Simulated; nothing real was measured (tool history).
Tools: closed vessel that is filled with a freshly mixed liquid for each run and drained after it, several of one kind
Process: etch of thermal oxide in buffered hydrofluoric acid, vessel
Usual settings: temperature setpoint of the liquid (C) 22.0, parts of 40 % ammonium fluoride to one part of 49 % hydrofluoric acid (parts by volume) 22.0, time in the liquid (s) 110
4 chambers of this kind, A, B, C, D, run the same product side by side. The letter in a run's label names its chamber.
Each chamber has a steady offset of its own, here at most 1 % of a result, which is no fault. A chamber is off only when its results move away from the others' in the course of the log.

| run | day | temperature setpoint of the liquid (C) | parts of 40 % ammonium fluoride to one part of 49 % hydrofluoric acid (parts by volume) | time in the liquid (s) | read-back film thickness of the thermal oxide reference wafer, read on the same gauge (nm) | thickness taken off the thermal oxide on a monitor wafer (angstrom) |
|---|---|---|---|---|---|---|
| 1C | 0.388 | 22.0 | 22.0 | 110 | 80.056 | 568.08 |
| 2B | 0.767 | 22.0 | 22.0 | 110 | 79.945 | 557.20 |
| 3D | 1.038 | 22.0 | 22.0 | 110 | 80.001 | 552.90 |
| 4A | 1.275 | 22.0 | 22.0 | 110 | 80.000 | 559.39 |
| 5D | 1.671 | 22.0 | 22.0 | 110 | 80.049 | 563.12 |
| 6B | 2.029 | 22.0 | 22.0 | 110 | 80.008 | 556.30 |
| 7C | 2.462 | 22.0 | 22.0 | 110 | 80.004 | 563.80 |
| 8A | 2.854 | 22.0 | 22.0 | 110 | 80.006 | 550.55 |
| 9C | 3.171 | 18.0 | 22.0 | 110 | 80.025 | 439.15 |
| 10D | 3.538 | 18.0 | 22.0 | 110 | 79.968 | 445.03 |
| 11A | 3.879 | 18.0 | 22.0 | 110 | 80.017 | 439.31 |
| 12B | 4.250 | 18.0 | 22.0 | 110 | 79.997 | 444.07 |
| 13C | 4.608 | 24.5 | 22.0 | 85 | 80.081 | 501.83 |
| 14D | 4.992 | 24.5 | 22.0 | 85 | 80.020 | 479.17 |
| 15A | 5.304 | 24.5 | 22.0 | 85 | 80.059 | 495.37 |
| 16B | 5.742 | 24.5 | 22.0 | 85 | 79.999 | 496.48 |
| 17B | 6.100 | 22.0 | 22.0 | 110 | 79.954 | 558.25 |
| 18A | 6.533 | 22.0 | 22.0 | 110 | 80.034 | 550.98 |
| 19C | 6.796 | 22.0 | 22.0 | 110 | 80.054 | 559.83 |
| 20D | 7.071 | 22.0 | 22.0 | 110 | 79.959 | 526.73 |
| 21D | 7.350 | 22.0 | 22.0 | 110 | 80.031 | 531.04 |
| 22C | 7.583 | 22.0 | 22.0 | 110 | 79.987 | 565.59 |
| 23B | 7.842 | 22.0 | 22.0 | 110 | 79.943 | 559.80 |
| 24A | 8.054 | 22.0 | 22.0 | 110 | 80.027 | 556.57 |
| 25D | 8.354 | 22.0 | 22.0 | 110 | 80.014 | 506.92 |
| 26C | 8.762 | 22.0 | 22.0 | 110 | 80.033 | 555.10 |
| 27A | 9.000 | 22.0 | 22.0 | 110 | 79.982 | 555.28 |
| 28B | 9.350 | 22.0 | 22.0 | 110 | 79.990 | 543.58 |
| 29B | 9.738 | 22.0 | 22.0 | 110 | 79.998 | 561.60 |
| 30A | 10.167 | 22.0 | 22.0 | 110 | 79.979 | 554.25 |

What goes on in this fleet: one chamber off, a drifting gauge, or nothing beyond the chambers' own small offsets? Name the chamber and the cause, if any.

Chamber D drifts away from the others.
Cause: liquid colder than its thermometer reads (K) = 2.15.

Here are 4 candidates for chamber D's next run, each the usual settings with a change, their results left as question marks. Which one brings its results back in line with what the others give on the usual settings?
In line means no further than this from the other chambers' mean on the usual settings: thickness taken off the thermal oxide on a monitor wafer (angstrom) 19.00
| 31D-1 | 10.496 | 22.0 | 22.0 | 115 |  | ? |
| 31D-2 | 10.496 | 22.0 | 22.0 | 105 |  | ? |
| 31D-3 | 10.496 | 22.0 | 19.0 | 110 |  | ? |
| 31D-4 | 10.496 | 22.0 | 23.0 | 100 |  | ? |

The other chambers' mean on the usual settings: thickness taken off the thermal oxide on a monitor wafer (angstrom) 557.53
| run | thickness taken off the thermal oxide on a monitor wafer (angstrom) |
|---|---|
| 31D-1 | 512.29 |
| 31D-2 | 467.75 |
| 31D-3 | 551.02 |
| 31D-4 | 431.93 |
31D-3 brings the chamber back in line.
